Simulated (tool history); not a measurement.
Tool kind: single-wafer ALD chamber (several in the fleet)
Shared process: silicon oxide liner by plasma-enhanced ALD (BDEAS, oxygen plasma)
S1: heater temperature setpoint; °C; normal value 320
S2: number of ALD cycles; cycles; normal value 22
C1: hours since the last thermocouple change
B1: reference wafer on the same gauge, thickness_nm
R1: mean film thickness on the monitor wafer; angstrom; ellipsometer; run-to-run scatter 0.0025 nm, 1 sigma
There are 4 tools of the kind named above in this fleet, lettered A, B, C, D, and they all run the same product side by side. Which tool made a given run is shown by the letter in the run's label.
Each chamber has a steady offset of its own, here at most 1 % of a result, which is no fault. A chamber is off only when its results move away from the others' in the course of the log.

run,hour,S1,S2,C1,B1,R1
1C,4.3,320,22,782.6,2.3210,19.871
2B,10.3,320,22,691.2,2.3206,19.907
3D,15.1,320,22,461.0,2.3215,20.037
4A,20.7,320,22,2039.2,2.3219,19.751
5C,24.6,320,22,802.9,2.3219,19.884
6D,27.9,320,22,473.8,2.3224,20.065
7B,32.1,320,22,713.0,2.3228,19.925
8A,36.0,320,22,2054.5,2.3242,19.807
9B,41.2,306,22,722.1,2.3243,20.340
10A,46.7,306,22,2065.2,2.3248,20.155
11D,50.5,306,22,496.4,2.3253,20.464
12C,53.9,306,22,832.2,2.3257,20.221
13C,58.4,320,18,836.7,2.3263,16.197
14B,63.0,320,18,743.9,2.3261,16.324
15D,68.8,320,18,514.7,2.3273,16.421
16A,72.9,320,18,2091.4,2.3279,16.187
17B,80.0,320,22,760.9,2.3282,19.970
18A,83.7,320,22,2102.2,2.3284,19.791
19C,87.5,328,26,865.8,2.3288,23.226
20D,91.2,328,26,537.1,2.3294,23.515
21D,97.1,328,26,543.0,2.3289,23.441
22C,100.4,328,26,878.7,2.3304,23.258
23B,106.5,320,22,787.4,2.3320,20.030
24A,112.4,320,22,2130.9,2.3319,19.858

For the next run the whole fleet of 4 chambers uses the same settings. Give each chamber's results:
25A,117.7,320,22,,,?
25B,117.7,320,22,,,?
25C,117.7,320,22,,,?
25D,117.7,320,22,,,?

run,R1
25A,19.897
25B,20.044
25C,19.912
25D,20.160
